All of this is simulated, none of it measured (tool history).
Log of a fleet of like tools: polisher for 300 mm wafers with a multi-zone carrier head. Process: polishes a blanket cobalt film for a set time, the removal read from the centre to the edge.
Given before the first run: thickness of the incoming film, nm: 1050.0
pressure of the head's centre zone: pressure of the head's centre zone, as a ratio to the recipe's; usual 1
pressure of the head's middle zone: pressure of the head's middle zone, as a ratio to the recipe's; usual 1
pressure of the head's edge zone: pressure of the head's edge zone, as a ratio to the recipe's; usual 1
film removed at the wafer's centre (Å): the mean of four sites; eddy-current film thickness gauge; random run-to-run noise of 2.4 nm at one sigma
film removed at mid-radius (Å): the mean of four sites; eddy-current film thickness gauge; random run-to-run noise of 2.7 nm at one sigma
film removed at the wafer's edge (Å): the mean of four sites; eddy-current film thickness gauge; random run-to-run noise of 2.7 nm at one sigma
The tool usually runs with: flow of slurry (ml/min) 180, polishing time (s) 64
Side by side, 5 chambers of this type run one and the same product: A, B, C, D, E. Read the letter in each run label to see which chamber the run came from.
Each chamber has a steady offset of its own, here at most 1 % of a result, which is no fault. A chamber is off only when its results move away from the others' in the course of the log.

run	hour	flow of slurry (ml/min)	pressure of the head's centre zone	pressure of the head's middle zone	pressure of the head's edge zone	polishing time (s)	film removed at the wafer's centre (Å)	film removed at mid-radius (Å)	film removed at the wafer's edge (Å)
1A	5.1	180	1	1	1	64	2207.5	2217.3	2228.6
2B	11.0	180	1	1	1	64	2171.1	2268.0	2226.6
# hour 18.4: chamber B: slurry nozzle cleaned
3E	19.7	180	1	1	1	64	2216.8	2213.9	2203.6
4D	28.1	180	1	1	1	64	2208.9	2190.0	2164.4
5C	34.6	180	1	1	1	64	2211.8	2195.0	2201.5
# hour 39.3: chamber A: slurry nozzle cleaned
6A	39.6	180	1	1	1	64	2246.6	2233.8	2257.0
# hour 45.9: chamber E: worn pad replaced by a new one
7E	47.4	180	1	1	1	64	2199.9	2252.8	2212.3
# hour 54.6: chamber D: worn pad replaced by a new one
8D	54.9	180	1	1	1	64	2244.9	2251.1	2217.6
# hour 60.4: chamber B: edge zone pressure recalibrated
# hour 60.5: chamber A: worn pad replaced by a new one
9B	62.8	180	1	1	1	64	2263.7	2266.1	2220.0
10C	70.9	180	1	1	1	64	2159.6	2211.9	2216.9
11E	78.5	180	1	1	1	64	2216.6	2222.6	2203.1
12D	85.5	180	1	1	1	64	2211.0	2239.6	2246.0
13A	91.2	180	1	1	1	64	2257.8	2226.7	2240.2
# hour 95.1: chamber B: worn pad replaced by a new one
# hour 95.5: chamber E: slurry nozzle cleaned
# hour 96.2: chamber C: slurry nozzle cleaned
14B	98.7	180	1	1	1	64	2221.6	2280.2	2231.2
15C	103.6	205	1	1	1	64	2207.8	2201.6	2197.6
# hour 109.2: chamber D: slurry nozzle cleaned
16B	112.6	205	1	1	1	64	2310.3	2281.3	2255.1
# hour 119.3: chamber E: worn pad replaced by a new one
17C	120.0	205	1	1	1	64	2181.8	2204.9	2193.3
18D	125.6	205	1	1	1	64	2258.5	2275.8	2253.0
19E	134.0	205	1	1	1	64	2265.4	2236.5	2249.5
20A	139.2	180	1	1	1	64	2214.8	2243.5	2238.4
21D	144.3	180	1	1	1	64	2203.0	2238.4	2218.9
# hour 148.9: chamber D: worn pad replaced by a new one
22C	152.1	180	1	1	1	64	2093.6	2120.5	2063.3
23A	161.2	180	1	1	1	64	2183.6	2234.5	2268.9
24B	165.8	180	1	1	1	64	2234.0	2244.0	2248.2
25E	171.4	180	1	1	1	64	2201.7	2258.4	2262.9
26B	176.2	180	1	1	1	73	2617.6	2555.1	2495.5
27D	183.1	180	1	1	1	73	2533.0	2560.8	2555.9
28C	187.1	180	1	1	1	73	2312.3	2346.1	2363.0
29A	195.1	180	1	1	1	73	2495.4	2514.8	2516.9
# hour 197.4: chamber E: worn pad replaced by a new one
30E	201.6	180	1	1	1	73	2554.3	2536.8	2511.6
31B	210.3	180	1	1	1	64	2225.8	2213.4	2233.7

For the next run the whole fleet of 5 chambers uses the same settings. Give each chamber's results:
32A	216.8	180	1	1	1	64	?	?	?
32B	216.8	180	1	1	1	64	?	?	?
32C	216.8	180	1	1	1	64	?	?	?
32D	216.8	180	1	1	1	64	?	?	?
32E	216.8	180	1	1	1	64	?	?	?

run	film removed at the wafer's centre (Å)	film removed at mid-radius (Å)	film removed at the wafer's edge (Å)
32A	2237.8	2166.8	2204.4
32B	2247.1	2254.1	2185.5
32C	2031.9	2054.4	2065.7
32D	2213.5	2205.6	2283.9
32E	2205.4	2185.4	2239.1
